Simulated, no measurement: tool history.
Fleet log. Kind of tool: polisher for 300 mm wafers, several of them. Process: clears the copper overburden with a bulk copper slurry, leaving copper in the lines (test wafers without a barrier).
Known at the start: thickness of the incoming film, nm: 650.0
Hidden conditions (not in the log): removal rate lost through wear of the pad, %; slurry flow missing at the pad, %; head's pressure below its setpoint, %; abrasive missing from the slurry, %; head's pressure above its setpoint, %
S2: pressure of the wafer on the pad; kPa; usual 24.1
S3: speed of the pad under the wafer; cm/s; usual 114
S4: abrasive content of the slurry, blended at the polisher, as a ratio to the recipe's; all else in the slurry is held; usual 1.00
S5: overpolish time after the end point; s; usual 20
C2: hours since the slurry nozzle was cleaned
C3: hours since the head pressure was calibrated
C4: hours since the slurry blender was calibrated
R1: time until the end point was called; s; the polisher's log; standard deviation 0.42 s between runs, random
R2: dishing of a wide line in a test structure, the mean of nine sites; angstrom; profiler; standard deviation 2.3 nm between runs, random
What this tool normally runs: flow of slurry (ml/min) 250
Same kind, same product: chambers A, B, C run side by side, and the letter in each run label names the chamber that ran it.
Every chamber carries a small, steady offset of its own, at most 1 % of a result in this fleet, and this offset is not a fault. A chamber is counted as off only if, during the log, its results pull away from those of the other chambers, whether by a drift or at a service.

{"run": "1C", "hour": 6.5, "flow of slurry (ml/min)": 250, "S2": 24.1, "S3": 114, "S4": 1.0, "S5": 20, "wafers polished on this pad": 773, "C2": 120.8, "C3": 713.5, "C4": 181.4, "R1": 46.345, "R2": 1325.5}
{"hour": 8.3, "done": "chamber C: worn pad replaced by a new one"}
{"run": "2B", "hour": 13.6, "flow of slurry (ml/min)": 250, "S2": 24.1, "S3": 114, "S4": 1.0, "S5": 20, "wafers polished on this pad": 1466, "C2": 21.9, "C3": 1195.6, "C4": 292.1, "R1": 45.827, "R2": 1379.6}
{"hour": 17.0, "done": "chamber B: worn pad replaced by a new one"}
{"run": "3A", "hour": 20.3, "flow of slurry (ml/min)": 250, "S2": 24.1, "S3": 114, "S4": 1.0, "S5": 20, "wafers polished on this pad": 364, "C2": 259.8, "C3": 883.4, "C4": 252.6, "R1": 45.824, "R2": 1309.5}
{"hour": 24.6, "done": "chamber B: head pressure recalibrated"}
{"run": "4C", "hour": 28.4, "flow of slurry (ml/min)": 250, "S2": 24.1, "S3": 114, "S4": 1.0, "S5": 20, "wafers polished on this pad": 254, "C2": 142.7, "C3": 735.4, "C4": 203.3, "R1": 45.353, "R2": 1316.0}
{"run": "5A", "hour": 40.4, "flow of slurry (ml/min)": 250, "S2": 24.1, "S3": 114, "S4": 1.0, "S5": 20, "wafers polished on this pad": 618, "C2": 279.9, "C3": 903.5, "C4": 272.7, "R1": 45.951, "R2": 1314.7}
{"run": "6B", "hour": 48.1, "flow of slurry (ml/min)": 250, "S2": 24.1, "S3": 114, "S4": 1.0, "S5": 20, "wafers polished on this pad": 392, "C2": 56.4, "C3": 23.6, "C4": 326.6, "R1": 46.755, "R2": 1323.1}
{"hour": 52.8, "done": "chamber A: worn pad replaced by a new one"}
{"run": "7A", "hour": 57.1, "flow of slurry (ml/min)": 250, "S2": 24.1, "S3": 114, "S4": 1.0, "S5": 20, "wafers polished on this pad": 54, "C2": 296.6, "C3": 920.2, "C4": 289.4, "R1": 45.142, "R2": 1336.7}
{"run": "8C", "hour": 64.5, "flow of slurry (ml/min)": 250, "S2": 24.1, "S3": 114, "S4": 1.0, "S5": 20, "wafers polished on this pad": 710, "C2": 178.8, "C3": 771.5, "C4": 239.4, "R1": 46.193, "R2": 1338.0}
{"hour": 68.1, "done": "chamber C: worn pad replaced by a new one"}
{"run": "9B", "hour": 75.7, "flow of slurry (ml/min)": 250, "S2": 24.1, "S3": 114, "S4": 1.0, "S5": 20, "wafers polished on this pad": 741, "C2": 84.0, "C3": 51.2, "C4": 354.2, "R1": 45.587, "R2": 1339.2}
{"run": "10B", "hour": 83.4, "flow of slurry (ml/min)": 250, "S2": 24.1, "S3": 114, "S4": 1.0, "S5": 20, "wafers polished on this pad": 838, "C2": 91.7, "C3": 58.9, "C4": 361.9, "R1": 44.777, "R2": 1328.1}
{"run": "11A", "hour": 93.4, "flow of slurry (ml/min)": 250, "S2": 24.1, "S3": 114, "S4": 1.0, "S5": 20, "wafers polished on this pad": 512, "C2": 332.9, "C3": 956.5, "C4": 325.7, "R1": 45.807, "R2": 1348.9}
{"hour": 93.8, "done": "chamber B: slurry blender recalibrated"}
{"hour": 97.9, "done": "chamber A: head pressure recalibrated"}
{"run": "12C", "hour": 102.1, "flow of slurry (ml/min)": 250, "S2": 24.1, "S3": 114, "S4": 1.0, "S5": 20, "wafers polished on this pad": 429, "C2": 216.4, "C3": 809.1, "C4": 277.0, "R1": 45.116, "R2": 1321.1}
{"hour": 113.0, "done": "chamber A: worn pad replaced by a new one"}
{"run": "13C", "hour": 114.4, "flow of slurry (ml/min)": 250, "S2": 24.1, "S3": 114, "S4": 1.0, "S5": 20, "wafers polished on this pad": 584, "C2": 228.7, "C3": 821.4, "C4": 289.3, "R1": 45.327, "R2": 1343.5}
{"run": "14B", "hour": 125.0, "flow of slurry (ml/min)": 250, "S2": 24.1, "S3": 114, "S4": 1.0, "S5": 20, "wafers polished on this pad": 1362, "C2": 133.3, "C3": 100.5, "C4": 31.2, "R1": 46.23, "R2": 1357.7}
{"run": "15A", "hour": 131.2, "flow of slurry (ml/min)": 250, "S2": 24.1, "S3": 114, "S4": 1.0, "S5": 20, "wafers polished on this pad": 229, "C2": 370.7, "C3": 33.3, "C4": 363.5, "R1": 49.423, "R2": 1285.6}
{"hour": 137.7, "done": "chamber C: worn pad replaced by a new one"}
{"run": "16C", "hour": 139.2, "flow of slurry (ml/min)": 250, "S2": 24.1, "S3": 114, "S4": 1.0, "S5": 20, "wafers polished on this pad": 19, "C2": 253.5, "C3": 846.2, "C4": 314.1, "R1": 45.37, "R2": 1327.6}
{"hour": 140.3, "done": "chamber B: worn pad replaced by a new one"}
{"run": "17A", "hour": 149.7, "flow of slurry (ml/min)": 250, "S2": 24.1, "S3": 114, "S4": 1.0, "S5": 20, "wafers polished on this pad": 463, "C2": 389.2, "C3": 51.8, "C4": 382.0, "R1": 48.665, "R2": 1288.3}
{"run": "18B", "hour": 158.6, "flow of slurry (ml/min)": 250, "S2": 24.1, "S3": 114, "S4": 1.0, "S5": 20, "wafers polished on this pad": 231, "C2": 166.9, "C3": 134.1, "C4": 64.8, "R1": 45.651, "R2": 1308.4}
{"run": "19A", "hour": 170.2, "flow of slurry (ml/min)": 250, "S2": 24.1, "S3": 114, "S4": 1.0, "S5": 20, "wafers polished on this pad": 721, "C2": 409.7, "C3": 72.3, "C4": 402.5, "R1": 49.08, "R2": 1263.4}
{"run": "20B", "hour": 178.0, "flow of slurry (ml/min)": 250, "S2": 24.1, "S3": 102, "S4": 1.15, "S5": 20, "wafers polished on this pad": 476, "C2": 186.3, "C3": 153.5, "C4": 84.2, "R1": 49.89, "R2": 1239.9}
{"hour": 183.1, "done": "chamber A: worn pad replaced by a new one"}
{"run": "21C", "hour": 188.5, "flow of slurry (ml/min)": 250, "S2": 24.1, "S3": 102, "S4": 1.15, "S5": 20, "wafers polished on this pad": 641, "C2": 302.8, "C3": 895.5, "C4": 363.4, "R1": 49.65, "R2": 1263.2}
{"run": "22C", "hour": 195.8, "flow of slurry (ml/min)": 250, "S2": 24.1, "S3": 102, "S4": 1.15, "S5": 20, "wafers polished on this pad": 733, "C2": 310.1, "C3": 902.8, "C4": 370.7, "R1": 49.599, "R2": 1236.7}
{"hour": 200.4, "done": "chamber C: slurry blender recalibrated"}
{"hour": 205.8, "done": "chamber C: worn pad replaced by a new one"}
{"run": "23B", "hour": 207.8, "flow of slurry (ml/min)": 250, "S2": 24.1, "S3": 114, "S4": 1.0, "S5": 20, "wafers polished on this pad": 852, "C2": 216.1, "C3": 183.3, "C4": 114.0, "R1": 45.467, "R2": 1333.2}
{"run": "24A", "hour": 219.9, "flow of slurry (ml/min)": 170, "S2": 24.1, "S3": 126, "S4": 1.0, "S5": 20, "wafers polished on this pad": 465, "C2": 459.4, "C3": 122.0, "C4": 452.2, "R1": 47.263, "R2": 1283.8}
{"run": "25B", "hour": 232.5, "flow of slurry (ml/min)": 170, "S2": 24.1, "S3": 126, "S4": 1.0, "S5": 20, "wafers polished on this pad": 1163, "C2": 240.8, "C3": 208.0, "C4": 138.7, "R1": 43.916, "R2": 1406.7}
{"hour": 242.4, "done": "chamber A: worn pad replaced by a new one"}
{"run": "26A", "hour": 244.7, "flow of slurry (ml/min)": 170, "S2": 24.1, "S3": 126, "S4": 1.0, "S5": 20, "wafers polished on this pad": 29, "C2": 484.2, "C3": 146.8, "C4": 477.0, "R1": 47.022, "R2": 1298.0}
{"hour": 256.0, "done": "chamber A: slurry blender recalibrated"}
{"run": "27C", "hour": 256.8, "flow of slurry (ml/min)": 250, "S2": 24.1, "S3": 114, "S4": 1.0, "S5": 20, "wafers polished on this pad": 643, "C2": 371.1, "C3": 963.8, "C4": 56.5, "R1": 45.752, "R2": 1311.3}
{"hour": 257.4, "done": "chamber B: worn pad replaced by a new one"}
{"hour": 263.7, "done": "chamber C: worn pad replaced by a new one"}
{"run": "28C", "hour": 268.4, "flow of slurry (ml/min)": 250, "S2": 24.1, "S3": 114, "S4": 1.0, "S5": 20, "wafers polished on this pad": 59, "C2": 382.7, "C3": 975.4, "C4": 68.1, "R1": 46.621, "R2": 1302.0}
{"run": "29A", "hour": 277.6, "flow of slurry (ml/min)": 250, "S2": 24.1, "S3": 114, "S4": 1.0, "S5": 20, "wafers polished on this pad": 444, "C2": 517.1, "C3": 179.7, "C4": 21.6, "R1": 49.198, "R2": 1269.2}
{"run": "30B", "hour": 283.9, "flow of slurry (ml/min)": 250, "S2": 24.1, "S3": 114, "S4": 1.0, "S5": 20, "wafers polished on this pad": 334, "C2": 292.2, "C3": 259.4, "C4": 190.1, "R1": 45.75, "R2": 1295.5}
{"run": "31C", "hour": 292.0, "flow of slurry (ml/min)": 250, "S2": 24.1, "S3": 114, "S4": 1.0, "S5": 20, "wafers polished on this pad": 357, "C2": 406.3, "C3": 999.0, "C4": 91.7, "R1": 45.673, "R2": 1349.1}
{"hour": 298.6, "done": "chamber A: worn pad replaced by a new one"}
{"run": "32B", "hour": 300.8, "flow of slurry (ml/min)": 250, "S2": 24.1, "S3": 114, "S4": 1.0, "S5": 20, "wafers polished on this pad": 547, "C2": 309.1, "C3": 276.3, "C4": 207.0, "R1": 46.567, "R2": 1359.6}
{"run": "33A", "hour": 309.6, "flow of slurry (ml/min)": 250, "S2": 24.1, "S3": 114, "S4": 0.9, "S5": 20, "wafers polished on this pad": 138, "C2": 549.1, "C3": 211.7, "C4": 53.6, "R1": 50.345, "R2": 1238.4}

All 3 chambers run these settings next. Forecast each chamber's results:
{"run": "34A", "hour": 318.6, "flow of slurry (ml/min)": 250, "S2": 24.1, "S3": 114, "S4": 1.0, "S5": 20, "R1": "?", "R2": "?"}
{"run": "34B", "hour": 318.6, "flow of slurry (ml/min)": 250, "S2": 24.1, "S3": 114, "S4": 1.0, "S5": 20, "R1": "?", "R2": "?"}
{"run": "34C", "hour": 318.6, "flow of slurry (ml/min)": 250, "S2": 24.1, "S3": 114, "S4": 1.0, "S5": 20, "R1": "?", "R2": "?"}

run=34A R1=49.974 R2=1279.9
run=34B R1=45.835 R2=1395.9
run=34C R1=46.254 R2=1339.1
